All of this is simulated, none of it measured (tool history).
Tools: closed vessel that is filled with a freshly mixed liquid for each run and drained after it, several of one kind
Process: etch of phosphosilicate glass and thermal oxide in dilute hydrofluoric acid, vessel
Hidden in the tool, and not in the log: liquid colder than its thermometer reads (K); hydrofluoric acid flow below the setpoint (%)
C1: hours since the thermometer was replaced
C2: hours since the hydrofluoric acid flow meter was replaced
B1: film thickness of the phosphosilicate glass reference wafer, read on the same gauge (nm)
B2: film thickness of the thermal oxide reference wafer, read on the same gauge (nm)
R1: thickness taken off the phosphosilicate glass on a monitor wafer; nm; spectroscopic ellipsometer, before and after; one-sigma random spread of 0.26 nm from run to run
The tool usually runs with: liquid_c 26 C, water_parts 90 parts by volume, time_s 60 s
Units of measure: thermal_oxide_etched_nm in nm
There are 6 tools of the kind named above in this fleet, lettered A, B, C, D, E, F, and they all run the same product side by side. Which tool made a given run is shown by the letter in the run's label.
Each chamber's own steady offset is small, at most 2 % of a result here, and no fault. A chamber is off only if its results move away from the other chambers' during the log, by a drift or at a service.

{"run": "1D", "hour": 5.0, "liquid_c": 26, "water_parts": 90, "time_s": 60, "C1": 362.9, "C2": 161.1, "B1": 109.99, "B2": 60.023, "R1": 73.003, "thermal_oxide_etched_nm": 3.5658}
{"run": "2F", "hour": 12.9, "liquid_c": 26, "water_parts": 90, "time_s": 60, "C1": 1283.3, "C2": 870.9, "B1": 110.04, "B2": 59.982, "R1": 76.351, "thermal_oxide_etched_nm": 3.567}
{"run": "3C", "hour": 24.1, "liquid_c": 26, "water_parts": 90, "time_s": 60, "C1": 1460.4, "C2": 613.8, "B1": 109.96, "B2": 60.0, "R1": 74.777, "thermal_oxide_etched_nm": 3.5208}
{"run": "4E", "hour": 31.3, "liquid_c": 26, "water_parts": 90, "time_s": 60, "C1": 295.8, "C2": 665.6, "B1": 110.0, "B2": 60.001, "R1": 74.82, "thermal_oxide_etched_nm": 3.5558}
{"run": "5A", "hour": 40.5, "liquid_c": 26, "water_parts": 90, "time_s": 60, "C1": 959.3, "C2": 889.2, "B1": 110.01, "B2": 60.013, "R1": 75.234, "thermal_oxide_etched_nm": 3.5587}
{"hour": 41.1, "done": "chamber C: hydrofluoric acid flow meter replaced"}
{"run": "6B", "hour": 47.7, "liquid_c": 26, "water_parts": 90, "time_s": 60, "C1": 217.6, "C2": 201.0, "B1": 110.01, "B2": 59.995, "R1": 74.829, "thermal_oxide_etched_nm": 3.5581}
{"run": "7D", "hour": 57.0, "liquid_c": 26, "water_parts": 90, "time_s": 30, "C1": 414.9, "C2": 213.1, "B1": 110.0, "B2": 60.002, "R1": 36.75, "thermal_oxide_etched_nm": 1.7694}
{"run": "8E", "hour": 67.4, "liquid_c": 26, "water_parts": 90, "time_s": 30, "C1": 331.9, "C2": 701.7, "B1": 109.97, "B2": 59.983, "R1": 37.107, "thermal_oxide_etched_nm": 1.7826}
{"run": "9C", "hour": 74.0, "liquid_c": 26, "water_parts": 90, "time_s": 30, "C1": 1510.3, "C2": 32.9, "B1": 109.97, "B2": 59.975, "R1": 37.411, "thermal_oxide_etched_nm": 1.7816}
{"run": "10B", "hour": 83.2, "liquid_c": 26, "water_parts": 90, "time_s": 30, "C1": 253.1, "C2": 236.5, "B1": 109.98, "B2": 60.014, "R1": 37.227, "thermal_oxide_etched_nm": 1.7708}
{"run": "11A", "hour": 91.6, "liquid_c": 26, "water_parts": 90, "time_s": 30, "C1": 1010.4, "C2": 940.3, "B1": 110.02, "B2": 60.018, "R1": 37.5, "thermal_oxide_etched_nm": 1.7907}
{"run": "12F", "hour": 99.0, "liquid_c": 26, "water_parts": 90, "time_s": 30, "C1": 1369.4, "C2": 957.0, "B1": 110.0, "B2": 59.99, "R1": 38.008, "thermal_oxide_etched_nm": 1.8074}
{"run": "13A", "hour": 104.5, "liquid_c": 26, "water_parts": 90, "time_s": 60, "C1": 1023.3, "C2": 953.2, "B1": 110.0, "B2": 60.009, "R1": 74.921, "thermal_oxide_etched_nm": 3.532}
{"run": "14C", "hour": 110.0, "liquid_c": 26, "water_parts": 90, "time_s": 60, "C1": 1546.3, "C2": 68.9, "B1": 110.02, "B2": 60.003, "R1": 74.528, "thermal_oxide_etched_nm": 3.5584}
{"run": "15F", "hour": 115.9, "liquid_c": 26, "water_parts": 90, "time_s": 85, "C1": 1386.3, "C2": 973.9, "B1": 110.01, "B2": 59.992, "R1": 106.9, "thermal_oxide_etched_nm": 5.0752}
{"run": "16E", "hour": 121.3, "liquid_c": 26, "water_parts": 90, "time_s": 85, "C1": 385.8, "C2": 755.6, "B1": 109.98, "B2": 60.015, "R1": 105.74, "thermal_oxide_etched_nm": 5.0718}
{"hour": 126.7, "done": "chamber C: thermometer replaced"}
{"run": "17B", "hour": 131.2, "liquid_c": 26, "water_parts": 90, "time_s": 85, "C1": 301.1, "C2": 284.5, "B1": 109.98, "B2": 60.012, "R1": 105.88, "thermal_oxide_etched_nm": 5.0821}
{"run": "18D", "hour": 137.2, "liquid_c": 26, "water_parts": 90, "time_s": 85, "C1": 495.1, "C2": 293.3, "B1": 110.0, "B2": 59.991, "R1": 104.36, "thermal_oxide_etched_nm": 5.0348}
{"run": "19C", "hour": 143.7, "liquid_c": 26, "water_parts": 90, "time_s": 85, "C1": 17.1, "C2": 102.6, "B1": 110.0, "B2": 59.992, "R1": 106.26, "thermal_oxide_etched_nm": 5.0297}
{"run": "20B", "hour": 151.7, "liquid_c": 26, "water_parts": 90, "time_s": 85, "C1": 321.6, "C2": 305.0, "B1": 109.98, "B2": 60.02, "R1": 105.31, "thermal_oxide_etched_nm": 5.072}
{"run": "21F", "hour": 161.3, "liquid_c": 26, "water_parts": 90, "time_s": 60, "C1": 1431.7, "C2": 1019.3, "B1": 109.99, "B2": 59.985, "R1": 76.425, "thermal_oxide_etched_nm": 3.6067}
{"run": "22E", "hour": 168.6, "liquid_c": 26, "water_parts": 90, "time_s": 60, "C1": 433.1, "C2": 802.9, "B1": 110.0, "B2": 59.993, "R1": 74.974, "thermal_oxide_etched_nm": 3.5667}
{"run": "23D", "hour": 177.6, "liquid_c": 26, "water_parts": 90, "time_s": 60, "C1": 535.5, "C2": 333.7, "B1": 109.99, "B2": 60.006, "R1": 73.167, "thermal_oxide_etched_nm": 3.5521}
{"run": "24A", "hour": 188.5, "liquid_c": 26, "water_parts": 90, "time_s": 60, "C1": 1107.3, "C2": 1037.2, "B1": 110.0, "B2": 60.01, "R1": 75.051, "thermal_oxide_etched_nm": 3.55}
{"run": "25B", "hour": 198.1, "liquid_c": 26, "water_parts": 90, "time_s": 60, "C1": 368.0, "C2": 351.4, "B1": 110.02, "B2": 60.014, "R1": 74.498, "thermal_oxide_etched_nm": 3.6343}
{"run": "26A", "hour": 208.2, "liquid_c": 26, "water_parts": 60, "time_s": 60, "C1": 1127.0, "C2": 1056.9, "B1": 110.0, "B2": 59.992, "R1": 117.81, "thermal_oxide_etched_nm": 5.6015}
{"run": "27D", "hour": 219.6, "liquid_c": 26, "water_parts": 60, "time_s": 60, "C1": 577.5, "C2": 375.7, "B1": 110.01, "B2": 59.987, "R1": 115.12, "thermal_oxide_etched_nm": 5.5625}
{"run": "28C", "hour": 226.3, "liquid_c": 26, "water_parts": 60, "time_s": 60, "C1": 99.7, "C2": 185.2, "B1": 110.0, "B2": 60.006, "R1": 116.25, "thermal_oxide_etched_nm": 5.5318}
{"run": "29E", "hour": 237.6, "liquid_c": 26, "water_parts": 60, "time_s": 60, "C1": 502.1, "C2": 871.9, "B1": 109.99, "B2": 59.997, "R1": 117.13, "thermal_oxide_etched_nm": 5.6829}
{"hour": 247.5, "done": "chamber A: hydrofluoric acid flow meter replaced"}
{"run": "30F", "hour": 249.1, "liquid_c": 26, "water_parts": 60, "time_s": 60, "C1": 1519.5, "C2": 1107.1, "B1": 109.99, "B2": 59.997, "R1": 119.61, "thermal_oxide_etched_nm": 5.6447}
{"run": "31B", "hour": 255.8, "liquid_c": 26, "water_parts": 60, "time_s": 60, "C1": 425.7, "C2": 409.1, "B1": 109.98, "B2": 59.994, "R1": 117.6, "thermal_oxide_etched_nm": 5.6671}
{"run": "32C", "hour": 263.4, "liquid_c": 26, "water_parts": 90, "time_s": 60, "C1": 136.8, "C2": 222.3, "B1": 109.97, "B2": 59.988, "R1": 74.5, "thermal_oxide_etched_nm": 3.5578}
{"run": "33E", "hour": 273.5, "liquid_c": 26, "water_parts": 90, "time_s": 60, "C1": 538.0, "C2": 907.8, "B1": 110.02, "B2": 60.006, "R1": 74.076, "thermal_oxide_etched_nm": 3.5536}
{"run": "34D", "hour": 279.3, "liquid_c": 26, "water_parts": 90, "time_s": 60, "C1": 637.2, "C2": 435.4, "B1": 109.99, "B2": 59.994, "R1": 73.696, "thermal_oxide_etched_nm": 3.581}
{"run": "35F", "hour": 290.3, "liquid_c": 26, "water_parts": 90, "time_s": 60, "C1": 1560.7, "C2": 1148.3, "B1": 109.99, "B2": 59.994, "R1": 75.517, "thermal_oxide_etched_nm": 3.5685}
{"run": "36A", "hour": 297.3, "liquid_c": 26, "water_parts": 90, "time_s": 60, "C1": 1216.1, "C2": 49.8, "B1": 109.98, "B2": 60.007, "R1": 74.922, "thermal_oxide_etched_nm": 3.5444}
{"run": "37F", "hour": 307.8, "liquid_c": 26, "water_parts": 90, "time_s": 60, "C1": 1578.2, "C2": 1165.8, "B1": 109.98, "B2": 59.994, "R1": 75.651, "thermal_oxide_etched_nm": 3.5661}
{"run": "38E", "hour": 313.9, "liquid_c": 26, "water_parts": 90, "time_s": 60, "C1": 578.4, "C2": 948.2, "B1": 109.99, "B2": 60.005, "R1": 74.477, "thermal_oxide_etched_nm": 3.5765}
{"run": "39C", "hour": 324.6, "liquid_c": 26, "water_parts": 90, "time_s": 60, "C1": 198.0, "C2": 283.5, "B1": 110.01, "B2": 60.009, "R1": 74.934, "thermal_oxide_etched_nm": 3.5968}
{"run": "40B", "hour": 330.6, "liquid_c": 26, "water_parts": 90, "time_s": 60, "C1": 500.5, "C2": 483.9, "B1": 109.99, "B2": 59.995, "R1": 74.83, "thermal_oxide_etched_nm": 3.555}

Decide between three cases: one chamber stands off from its peers, the gauge reading all wafers drifts, or nothing is wrong past each chamber's small offset. Where a chamber is off, say which and what most likely put it there.

No chamber stands off beyond its own small offset, and the gauge holds steady.

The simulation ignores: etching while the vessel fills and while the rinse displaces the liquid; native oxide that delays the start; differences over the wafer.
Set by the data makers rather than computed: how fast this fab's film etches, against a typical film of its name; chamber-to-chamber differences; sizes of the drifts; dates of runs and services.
